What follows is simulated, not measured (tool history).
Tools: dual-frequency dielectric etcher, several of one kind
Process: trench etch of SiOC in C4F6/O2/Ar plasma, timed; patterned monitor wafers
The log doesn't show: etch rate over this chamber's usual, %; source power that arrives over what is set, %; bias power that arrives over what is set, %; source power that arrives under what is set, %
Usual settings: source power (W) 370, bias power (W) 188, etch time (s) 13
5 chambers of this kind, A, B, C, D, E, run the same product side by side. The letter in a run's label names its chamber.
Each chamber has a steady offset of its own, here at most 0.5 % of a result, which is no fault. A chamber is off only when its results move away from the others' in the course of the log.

run     day  source power (W)  bias power (W)  etch time (s)  hours since the last wet clean  hours since the last source power generator calibration  hours since the last bias power generator calibration  read-back reference wafer on the same gauge, depth_nm  mean etch depth across the wafer (Å)
 1A   0.658               370             188             13                           356.4                                                   4180.6                                                 2725.7                                                 25.205                                265.29
 2E   1.125               370             188             13                           199.9                                                   3174.3                                                  775.5                                                   25.2                                264.71
 3D   1.583               370             188             13                           349.4                                                   2086.4                                                    560                                                 25.196                                265.41
 4B   2.017               370             188             13                           229.8                                                    497.8                                                  979.2                                                 25.199                                266.12
 5C   2.417               370             188             13                           182.7                                                    191.2                                                 2970.8                                                 25.182                                265.33
      2.712  -- chamber D: wet clean of the chamber
 6A   3.004               370             188             13                           412.7                                                   4236.9                                                   2782                                                 25.182                                264.91
 7B   3.442               370             188             13                             264                                                      532                                                 1013.4                                                 25.181                                266.35
 8C   3.825               370             188             13                           216.5                                                      225                                                 3004.6                                                 25.172                                264.75
 9E   4.217               370             188             13                           274.1                                                   3248.5                                                  849.7                                                 25.166                                264.75
10D   4.592               370             188             13                            45.2                                                   2158.6                                                  632.2                                                 25.167                                265.22
      4.596  -- chamber A: wet clean of the chamber
11A   5.042               370             188             13                            10.8                                                   4285.8                                                 2830.9                                                 25.165                                264.48
12C   5.579               370             188              9                           258.6                                                    267.1                                                 3046.7                                                 25.169                                183.26
13D   6.042               370             188              9                              80                                                   2193.4                                                    667                                                 25.154                                 183.6
14B   6.633               370             188              9                           340.6                                                    608.6                                                   1090                                                 25.154                                183.85
15E   7.179               370             188              9                           345.2                                                   3319.6                                                  920.8                                                 25.158                                183.04
      7.583  -- chamber C: bias power generator calibrated
16D   7.671               370             188              9                           119.1                                                   2232.5                                                  706.1                                                 25.153                                 183.3
17E   7.979               370             188             13                           364.4                                                   3338.8                                                    940                                                 25.153                                264.73
18A   8.354               370             188             13                            90.3                                                   4365.3                                                 2910.4                                                 25.147                                263.62
19C   8.979               370             225             11                           340.2                                                    348.7                                                   33.6                                                 25.138                                237.05
20B     9.3               370             225             11                           404.6                                                    672.6                                                   1154                                                 25.135                                237.52
21B   9.904               370             225             11                           419.1                                                    687.1                                                 1168.5                                                 25.136                                238.56
22C  10.404               370             225             11                           374.4                                                    382.9                                                   67.8                                                  25.13                                236.88
23A  10.858               370             225             11                           150.4                                                   4425.4                                                 2970.5                                                 25.125                                237.08
24E  11.325               370             188             13                           444.7                                                   3419.1                                                 1020.3                                                 25.115                                 264.2
25D  11.846               330             188             15                           219.3                                                   2332.7                                                  806.3                                                  25.12                                292.81
26A  12.404               330             188             15                           187.5                                                   4462.5                                                 3007.6                                                 25.111                                291.17
     12.675  -- chamber D: source power generator calibrated
     12.892  -- chamber E: wet clean of the chamber
27B  12.946               330             188             15                           492.1                                                    760.1                                                 1241.5                                                 25.107                                293.47
28C  13.408               330             188             15                           446.5                                                      455                                                  139.9                                                  25.11                                291.39
     13.808  -- chamber A: source power generator calibrated
     13.962  -- chamber C: wet clean of the chamber
29E  14.021               330             188             15                            27.1                                                   3483.8                                                   1085                                                 25.095                                291.98
30D  14.512               370             188             13                           283.3                                                     44.2                                                  870.3                                                   25.1                                263.79
31A  14.917               370             188             13                           247.8                                                     26.7                                                 3067.9                                                 25.097                                264.23
32D  15.433               370             188             13                           305.4                                                     66.3                                                  892.4                                                  25.09                                264.47
     15.888  -- chamber B: wet clean of the chamber
33B   15.95               370             188             13                             1.5                                                    832.2                                                 1313.6                                                 25.091                                265.58
34E  16.571               370             188             13                            88.3                                                     3545                                                 1146.2                                                 25.084                                 263.5
35C  17.096               370             188             13                            75.3                                                    543.5                                                  228.4                                                 25.077                                264.27
36D  17.754               370             188             13                           361.1                                                      122                                                  948.1                                                 25.082                                263.89
37C  18.079               370             153           10.5                            98.9                                                    567.1                                                    252                                                 25.081                                199.38
38E  18.479               370             153           10.5                           134.1                                                   3590.8                                                   1192                                                 25.072                                200.01
39A  18.808               370             153           10.5                           341.2                                                    120.1                                                 3161.3                                                 25.071                                 199.8
40B  19.383               370             153           10.5                            83.9                                                    914.6                                                   1396                                                 25.064                                200.24

What goes on in this fleet: one chamber off, a drifting gauge, or nothing beyond the chambers' own small offsets? Name the chamber and the cause, if any.

The gauge drifts, so all chambers seem to drift together. No chamber is off.
Cause: gauge reads low (%) = 0.55.
